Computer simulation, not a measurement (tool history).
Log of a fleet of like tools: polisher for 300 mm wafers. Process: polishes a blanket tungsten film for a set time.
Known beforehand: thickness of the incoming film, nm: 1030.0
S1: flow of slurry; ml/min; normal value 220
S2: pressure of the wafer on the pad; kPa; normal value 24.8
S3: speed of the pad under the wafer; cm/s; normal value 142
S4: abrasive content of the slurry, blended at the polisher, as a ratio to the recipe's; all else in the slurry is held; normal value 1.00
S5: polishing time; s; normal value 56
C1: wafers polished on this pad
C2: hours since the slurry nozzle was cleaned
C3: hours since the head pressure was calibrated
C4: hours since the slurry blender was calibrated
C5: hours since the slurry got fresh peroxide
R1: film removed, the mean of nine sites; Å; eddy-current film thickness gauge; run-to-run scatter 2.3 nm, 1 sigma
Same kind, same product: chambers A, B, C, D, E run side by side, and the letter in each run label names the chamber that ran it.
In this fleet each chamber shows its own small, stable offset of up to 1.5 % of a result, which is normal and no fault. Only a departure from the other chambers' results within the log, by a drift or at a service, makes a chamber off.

| run | hour | S1 | S2 | S3 | S4 | S5 | C1 | C2 | C3 | C4 | C5 | R1 |
|---|---|---|---|---|---|---|---|---|---|---|---|---|
|  | 2.5 | chamber E: worn pad replaced by a new one |
|  | 2.6 | chamber C: slurry tank refilled with fresh slurry and peroxide |
| 1B | 4.3 | 220 | 24.8 | 142 | 1.00 | 56 | 70 | 155.7 | 98.6 | 70.9 | 27.7 | 3659.5 |
|  | 7.9 | chamber C: worn pad replaced by a new one |
| 2C | 8.2 | 220 | 24.8 | 142 | 1.00 | 56 | 5 | 291.4 | 590.4 | 119.6 | 5.7 | 3607.0 |
|  | 10.5 | chamber D: worn pad replaced by a new one |
| 3A | 12.7 | 220 | 24.8 | 142 | 1.00 | 56 | 668 | 150.6 | 145.4 | 26.5 | 67.8 | 3636.4 |
| 4D | 17.4 | 220 | 24.8 | 142 | 1.00 | 56 | 104 | 184.5 | 732.0 | 135.2 | 43.9 | 3544.1 |
| 5E | 19.9 | 220 | 24.8 | 142 | 1.00 | 56 | 262 | 292.7 | 1227.7 | 71.4 | 100.9 | 3607.3 |
| 6B | 23.4 | 220 | 24.8 | 142 | 1.00 | 56 | 357 | 174.8 | 117.7 | 90.0 | 46.8 | 3628.4 |
|  | 25.9 | chamber E: head pressure recalibrated |
| 7A | 27.4 | 220 | 24.8 | 142 | 1.00 | 56 | 889 | 165.3 | 160.1 | 41.2 | 82.5 | 3647.2 |
| 8D | 29.9 | 220 | 24.8 | 142 | 1.00 | 56 | 292 | 197.0 | 744.5 | 147.7 | 56.4 | 3530.4 |
|  | 32.4 | chamber B: slurry tank refilled with fresh slurry and peroxide |
| 9E | 32.5 | 220 | 24.8 | 142 | 1.00 | 56 | 451 | 305.3 | 6.6 | 84.0 | 113.5 | 3635.9 |
| 10C | 35.3 | 220 | 24.8 | 142 | 1.00 | 56 | 412 | 318.5 | 617.5 | 146.7 | 32.8 | 3620.4 |
| 11C | 37.6 | 220 | 24.8 | 142 | 1.00 | 56 | 447 | 320.8 | 619.8 | 149.0 | 35.1 | 3606.8 |
| 12E | 41.1 | 220 | 24.8 | 142 | 1.00 | 56 | 580 | 313.9 | 15.2 | 92.6 | 122.1 | 3593.6 |
|  | 42.2 | chamber D: slurry tank refilled with fresh slurry and peroxide |
| 13D | 44.3 | 220 | 24.8 | 142 | 0.75 | 47 | 508 | 211.4 | 758.9 | 162.1 | 2.2 | 2758.3 |
|  | 44.8 | chamber B: worn pad replaced by a new one |
| 14A | 47.9 | 220 | 24.8 | 142 | 0.75 | 47 | 1198 | 185.8 | 180.6 | 61.7 | 103.0 | 2849.3 |
|  | 50.1 | chamber E: slurry tank refilled with fresh slurry and peroxide |
|  | 50.5 | chamber C: worn pad replaced by a new one |
| 15B | 50.8 | 220 | 24.8 | 142 | 0.75 | 47 | 90 | 202.2 | 145.1 | 117.4 | 18.4 | 2882.3 |
|  | 51.4 | chamber E: worn pad replaced by a new one |
|  | 53.0 | chamber A: slurry tank refilled with fresh slurry and peroxide |
| 16D | 54.5 | 220 | 24.8 | 142 | 0.75 | 47 | 662 | 221.6 | 769.1 | 172.3 | 12.4 | 2715.8 |
|  | 56.1 | chamber A: worn pad replaced by a new one |
| 17B | 58.6 | 220 | 24.8 | 142 | 0.75 | 47 | 207 | 210.0 | 152.9 | 125.2 | 26.2 | 2892.5 |
| 18E | 61.4 | 220 | 24.8 | 142 | 1.00 | 56 | 151 | 334.2 | 35.5 | 112.9 | 11.3 | 3640.4 |
|  | 62.4 | chamber B: slurry nozzle cleaned |
|  | 62.9 | chamber D: worn pad replaced by a new one |
| 19C | 64.2 | 220 | 24.8 | 142 | 1.00 | 56 | 206 | 347.4 | 646.4 | 175.6 | 61.7 | 3600.0 |
|  | 65.4 | chamber E: slurry blender recalibrated |
|  | 68.1 | chamber C: slurry tank refilled with fresh slurry and peroxide |
| 20A | 68.7 | 220 | 24.8 | 142 | 1.00 | 56 | 189 | 206.6 | 201.4 | 82.5 | 15.8 | 3655.2 |
| 21A | 71.6 | 220 | 24.8 | 142 | 1.00 | 56 | 233 | 209.5 | 204.3 | 85.4 | 18.7 | 3619.9 |
| 22E | 74.9 | 220 | 28.3 | 142 | 1.00 | 56 | 354 | 347.7 | 49.0 | 9.5 | 24.8 | 4135.2 |
|  | 75.9 | chamber C: slurry nozzle cleaned |
| 23C | 79.3 | 220 | 28.3 | 142 | 1.00 | 56 | 433 | 3.5 | 661.5 | 190.7 | 11.2 | 4114.2 |
| 24B | 83.1 | 220 | 28.3 | 142 | 1.00 | 56 | 576 | 20.8 | 177.4 | 149.7 | 50.7 | 4122.1 |
|  | 84.9 | chamber B: slurry tank refilled with fresh slurry and peroxide |
| 25D | 86.9 | 220 | 28.3 | 142 | 1.00 | 56 | 361 | 254.0 | 801.5 | 204.7 | 44.8 | 3864.6 |
| 26D | 91.4 | 220 | 28.3 | 142 | 1.00 | 56 | 429 | 258.5 | 806.0 | 209.2 | 49.3 | 3906.5 |
| 27C | 93.6 | 220 | 24.8 | 142 | 1.00 | 56 | 648 | 17.8 | 675.8 | 205.0 | 25.5 | 3612.1 |
|  | 96.0 | chamber B: worn pad replaced by a new one |
| 28E | 96.1 | 260 | 24.8 | 142 | 1.00 | 56 | 672 | 368.9 | 70.2 | 30.7 | 46.0 | 3681.2 |
| 29A | 100.0 | 260 | 24.8 | 142 | 1.00 | 56 | 660 | 237.9 | 232.7 | 113.8 | 47.1 | 3660.7 |
| 30B | 103.9 | 260 | 24.8 | 142 | 1.00 | 56 | 119 | 41.6 | 198.2 | 170.5 | 19.1 | 3700.7 |
|  | 104.5 | chamber C: worn pad replaced by a new one |
| 31A | 107.3 | 260 | 24.8 | 142 | 1.00 | 56 | 770 | 245.2 | 240.0 | 121.1 | 54.4 | 3681.5 |
| 32C | 111.4 | 260 | 24.8 | 142 | 1.00 | 56 | 103 | 35.6 | 693.6 | 222.8 | 43.3 | 3696.1 |

The same settings go to every chamber for the next run, one line per chamber below. Forecast the results for each:
| 33A | 114.7 | 220 | 24.8 | 142 | 1.00 | 56 |  |  |  |  |  | ? |
| 33B | 114.7 | 220 | 24.8 | 142 | 1.00 | 56 |  |  |  |  |  | ? |
| 33C | 114.7 | 220 | 24.8 | 142 | 1.00 | 56 |  |  |  |  |  | ? |
| 33D | 114.7 | 220 | 24.8 | 142 | 1.00 | 56 |  |  |  |  |  | ? |
| 33E | 114.7 | 220 | 24.8 | 142 | 1.00 | 56 |  |  |  |  |  | ? |

| run | R1 |
|---|---|
| 33A | 3614.4 |
| 33B | 3634.4 |
| 33C | 3605.7 |
| 33D | 3336.1 |
| 33E | 3635.6 |

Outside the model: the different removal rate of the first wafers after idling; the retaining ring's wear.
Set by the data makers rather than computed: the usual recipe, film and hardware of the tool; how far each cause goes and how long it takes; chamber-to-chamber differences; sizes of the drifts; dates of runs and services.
